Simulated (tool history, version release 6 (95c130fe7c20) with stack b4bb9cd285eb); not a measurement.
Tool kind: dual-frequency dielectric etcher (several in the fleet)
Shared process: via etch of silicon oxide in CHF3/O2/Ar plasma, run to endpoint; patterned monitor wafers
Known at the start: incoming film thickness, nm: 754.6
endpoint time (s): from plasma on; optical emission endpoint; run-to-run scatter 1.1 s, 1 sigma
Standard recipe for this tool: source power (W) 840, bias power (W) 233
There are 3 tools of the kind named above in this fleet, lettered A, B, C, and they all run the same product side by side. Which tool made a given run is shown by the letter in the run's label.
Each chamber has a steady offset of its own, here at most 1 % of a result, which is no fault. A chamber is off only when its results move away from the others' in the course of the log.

| run | hour | source power (W) | bias power (W) | hours since the last wet clean | hours since the last source power generator calibration | hours since the last bias power generator calibration | endpoint time (s) |
|---|---|---|---|---|---|---|---|
| 1A | 2.4 | 840 | 233 | 272.5 | 1567.8 | 1213.2 | 309.18 |
| 2B | 6 | 840 | 233 | 234.1 | 1271 | 108.8 | 308.41 |
| 3C | 8.9 | 840 | 233 | 601.9 | 1925.9 | 1376.1 | 307.23 |
| 4B | 11.4 | 840 | 233 | 239.5 | 1276.4 | 114.2 | 309.06 |
| 5A | 14.3 | 640 | 179 | 284.4 | 1579.7 | 1225.1 | 375.16 |
| 6C | 17.9 | 640 | 179 | 610.9 | 1934.9 | 1385.1 | 371.68 |
| 7C | 20.2 | 640 | 179 | 613.2 | 1937.2 | 1387.4 | 371.46 |
| 8A | 23.7 | 840 | 233 | 293.8 | 1589.1 | 1234.5 | 308.92 |
| 9B | 27.9 | 840 | 233 | 256 | 1292.9 | 130.7 | 307.74 |
| 10C | 31.5 | 840 | 233 | 624.5 | 1948.5 | 1398.7 | 306.53 |
| 11A | 35.7 | 750 | 233 | 305.8 | 1601.1 | 1246.5 | 322.62 |
| 12B | 39.8 | 750 | 233 | 267.9 | 1304.8 | 142.6 | 320.48 |
| 13A | 42 | 750 | 233 | 312.1 | 1607.4 | 1252.8 | 323.68 |
| 14B | 46.4 | 840 | 233 | 274.5 | 1311.4 | 149.2 | 306.61 |
| 15C | 49.8 | 840 | 233 | 642.8 | 1966.8 | 1417 | 307.1 |
| 16C | 53.8 | 970 | 177 | 646.8 | 1970.8 | 1421 | 320.66 |
| 17A | 57 | 970 | 177 | 327.1 | 1622.4 | 1267.8 | 320.9 |
| 18B | 60.5 | 970 | 177 | 288.6 | 1325.5 | 163.3 | 319.87 |
|  | 63.3 | chamber C: wet clean of the chamber |
| 19C | 63.4 | 840 | 233 | 0.1 | 1980.4 | 1430.6 | 321.24 |
| 20B | 66.8 | 840 | 233 | 294.9 | 1331.8 | 169.6 | 307.05 |
| 21A | 69.1 | 840 | 233 | 339.2 | 1634.5 | 1279.9 | 310.5 |
| 22A | 71.6 | 840 | 233 | 341.7 | 1637 | 1282.4 | 310.05 |
| 23B | 75.2 | 720 | 178 | 303.3 | 1340.2 | 178 | 357.99 |
| 24C | 77.7 | 720 | 178 | 14.4 | 1994.7 | 1444.9 | 376.44 |
| 25A | 80.6 | 720 | 178 | 350.7 | 1646 | 1291.4 | 360.68 |
| 26B | 84.1 | 840 | 233 | 312.2 | 1349.1 | 186.9 | 308.36 |
| 27C | 88.1 | 840 | 233 | 24.8 | 2005.1 | 1455.3 | 323.5 |
| 28C | 91.6 | 910 | 233 | 28.3 | 2008.6 | 1458.8 | 311.42 |
| 29B | 95.1 | 910 | 233 | 323.2 | 1360.1 | 197.9 | 298.06 |
| 30A | 97.6 | 910 | 233 | 367.7 | 1663 | 1308.4 | 300.07 |

Is one chamber out of step, is the gauge drifting, or do the chambers differ by no more than their own small offsets? For an off chamber, give its letter and the likeliest cause.

Chamber C came out of a service off from its peers and stayed that way.
Likeliest cause: etch rate under this chamber's usual, % = 4.93.

Below are 4 candidate recipes for chamber C's next run, each the usual settings with a change, their results shown as question marks. Which of them brings C's results back in line with what the other chambers give on the usual settings?
Maximum distance from the other chambers' mean on the usual settings for a result to count as in line: endpoint time (s) 4
| 31C-1 | 101 | 790 | 219 |  |  |  | ? |
| 31C-2 | 101 | 840 | 248 |  |  |  | ? |
| 31C-3 | 101 | 840 | 263 |  |  |  | ? |
| 31C-4 | 101 | 790 | 233 |  |  |  | ? |

Mean of the other chambers on the usual settings: endpoint time (s) 308.55
| run | endpoint time (s) |
|---|---|
| 31C-1 | 338.08 |
| 31C-2 | 316.34 |
| 31C-3 | 309.82 |
| 31C-4 | 330.85 |
31C-3 puts the chamber back in line with the other chambers.

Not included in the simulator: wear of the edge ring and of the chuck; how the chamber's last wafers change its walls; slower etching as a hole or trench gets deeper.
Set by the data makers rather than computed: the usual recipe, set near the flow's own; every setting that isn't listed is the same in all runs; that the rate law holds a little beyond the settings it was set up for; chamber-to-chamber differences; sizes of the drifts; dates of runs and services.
